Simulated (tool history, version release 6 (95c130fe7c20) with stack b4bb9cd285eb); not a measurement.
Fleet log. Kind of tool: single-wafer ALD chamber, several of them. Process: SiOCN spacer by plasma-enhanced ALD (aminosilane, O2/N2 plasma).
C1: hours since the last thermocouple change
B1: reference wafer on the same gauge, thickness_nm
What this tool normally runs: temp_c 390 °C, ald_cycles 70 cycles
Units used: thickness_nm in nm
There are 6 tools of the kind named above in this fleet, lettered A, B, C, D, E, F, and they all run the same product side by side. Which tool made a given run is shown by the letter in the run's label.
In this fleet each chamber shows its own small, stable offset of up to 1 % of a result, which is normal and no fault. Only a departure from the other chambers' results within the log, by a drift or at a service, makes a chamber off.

Run 1F, day 0.112: usual settings; C1 1768.5; B1 4.7403. Result: thickness_nm 4.2274 nm.
Run 2D, day 0.275: usual settings; C1 1523.7; B1 4.7409. Result: thickness_nm 4.2603 nm.
Run 3C, day 0.454: usual settings; C1 2434; B1 4.7419. Result: thickness_nm 4.2282 nm.
Run 4B, day 0.592: usual settings; C1 115.7; B1 4.7426. Result: thickness_nm 4.2284 nm.
Run 5A, day 0.679: usual settings; C1 1693.6; B1 4.744. Result: thickness_nm 4.2314 nm.
Run 6E, day 0.812: usual settings; C1 162.4; B1 4.7435. Result: thickness_nm 4.2092 nm.
Run 7B, day 0.992: usual settings; C1 125.3; B1 4.7437. Result: thickness_nm 4.2404 nm.
Run 8E, day 1.104: usual settings; C1 169.4; B1 4.7448. Result: thickness_nm 4.2072 nm.
Run 9F, day 1.183: usual settings; C1 1794.2; B1 4.7468. Result: thickness_nm 4.2225 nm.
Run 10C, day 1.338: usual settings; C1 2455.2; B1 4.7473. Result: thickness_nm 4.2198 nm.
Run 11A, day 1.417: usual settings but temp_c 379 °C, ald_cycles 57 cycles; C1 1711.3; B1 4.747. Result: thickness_nm 3.46 nm.
Run 12D, day 1.504: usual settings but temp_c 379 °C, ald_cycles 57 cycles; C1 1553.2; B1 4.7493. Result: thickness_nm 3.474 nm.
Run 13B, day 1.642: usual settings but temp_c 379 °C, ald_cycles 57 cycles; C1 140.9; B1 4.7475. Result: thickness_nm 3.4502 nm.
Run 14E, day 1.788: usual settings but temp_c 379 °C, ald_cycles 57 cycles; C1 185.8; B1 4.7477. Result: thickness_nm 3.4296 nm.
Run 15D, day 1.908: usual settings but temp_c 379 °C, ald_cycles 57 cycles; C1 1562.9; B1 4.7503. Result: thickness_nm 3.4754 nm.
Run 16F, day 2.033: usual settings but temp_c 379 °C, ald_cycles 57 cycles; C1 1814.6; B1 4.7495. Result: thickness_nm 3.442 nm.
Run 17A, day 2.179: usual settings; C1 1729.6; B1 4.7498. Result: thickness_nm 4.2495 nm.
Run 18C, day 2.258: usual settings but temp_c 399 °C, ald_cycles 78 cycles; C1 2477.3; B1 4.7507. Result: thickness_nm 4.7219 nm.
Run 19E, day 2.354: usual settings but temp_c 399 °C, ald_cycles 78 cycles; C1 199.4; B1 4.7521. Result: thickness_nm 4.6884 nm.
Run 20C, day 2.488: usual settings but temp_c 399 °C, ald_cycles 78 cycles; C1 2482.8; B1 4.7527. Result: thickness_nm 4.7084 nm.
Run 21D, day 2.579: usual settings but temp_c 399 °C, ald_cycles 78 cycles; C1 1579; B1 4.7528. Result: thickness_nm 4.7683 nm.
Run 22F, day 2.75: usual settings but temp_c 399 °C, ald_cycles 78 cycles; C1 1831.8; B1 4.7537. Result: thickness_nm 4.7144 nm.
Run 23B, day 2.904: usual settings but temp_c 399 °C, ald_cycles 78 cycles; C1 171.2; B1 4.7546. Result: thickness_nm 4.7264 nm.
Run 24A, day 3.038: usual settings; C1 1750.2; B1 4.7549. Result: thickness_nm 4.2552 nm.
Run 25F, day 3.138: usual settings; C1 1841.1; B1 4.7567. Result: thickness_nm 4.2334 nm.
Run 26C, day 3.279: usual settings; C1 2501.8; B1 4.7563. Result: thickness_nm 4.2481 nm.
Run 27E, day 3.396: usual settings but temp_c 402 °C; C1 224.4; B1 4.7565. Result: thickness_nm 4.1912 nm.
Run 28A, day 3.554: usual settings but temp_c 402 °C; C1 1762.6; B1 4.7569. Result: thickness_nm 4.2244 nm.
Run 29D, day 3.654: usual settings but temp_c 402 °C; C1 1604.8; B1 4.7568. Result: thickness_nm 4.2533 nm.
Run 30B, day 3.817: usual settings but temp_c 402 °C; C1 193.1; B1 4.7586. Result: thickness_nm 4.2179 nm.
Run 31A, day 3.925: usual settings but temp_c 402 °C; C1 1771.5; B1 4.7593. Result: thickness_nm 4.2262 nm.
Run 32E, day 4.071: usual settings but temp_c 402 °C; C1 240.6; B1 4.7589. Result: thickness_nm 4.1992 nm.
Run 33F, day 4.192: usual settings; C1 1866.4; B1 4.7594. Result: thickness_nm 4.2409 nm.
Run 34D, day 4.283: usual settings; C1 1619.9; B1 4.7617. Result: thickness_nm 4.2786 nm.
Run 35B, day 4.45: usual settings; C1 208.3; B1 4.762. Result: thickness_nm 4.2445 nm.
Run 36C, day 4.596: usual settings but temp_c 396 °C; C1 2533.4; B1 4.7633. Result: thickness_nm 4.2435 nm.
Run 37A, day 4.725: usual settings but temp_c 396 °C; C1 1790.7; B1 4.7623. Result: thickness_nm 4.2514 nm.
Run 38C, day 4.829: usual settings but temp_c 396 °C; C1 2539; B1 4.7638. Result: thickness_nm 4.2376 nm.

For the next run the whole fleet of 6 chambers uses the same settings. Give each chamber's results:
Run 39A, day 4.958: usual settings but ald_cycles 64 cycles. Result: thickness_nm ?.
Run 39B, day 4.958: usual settings but ald_cycles 64 cycles. Result: thickness_nm ?.
Run 39C, day 4.958: usual settings but ald_cycles 64 cycles. Result: thickness_nm ?.
Run 39D, day 4.958: usual settings but ald_cycles 64 cycles. Result: thickness_nm ?.
Run 39E, day 4.958: usual settings but ald_cycles 64 cycles. Result: thickness_nm ?.
Run 39F, day 4.958: usual settings but ald_cycles 64 cycles. Result: thickness_nm ?.

run  thickness_nm
39A        3.8918
39B        3.8863
39C        3.8781
39D         3.925
39E        3.8545
39F        3.8889

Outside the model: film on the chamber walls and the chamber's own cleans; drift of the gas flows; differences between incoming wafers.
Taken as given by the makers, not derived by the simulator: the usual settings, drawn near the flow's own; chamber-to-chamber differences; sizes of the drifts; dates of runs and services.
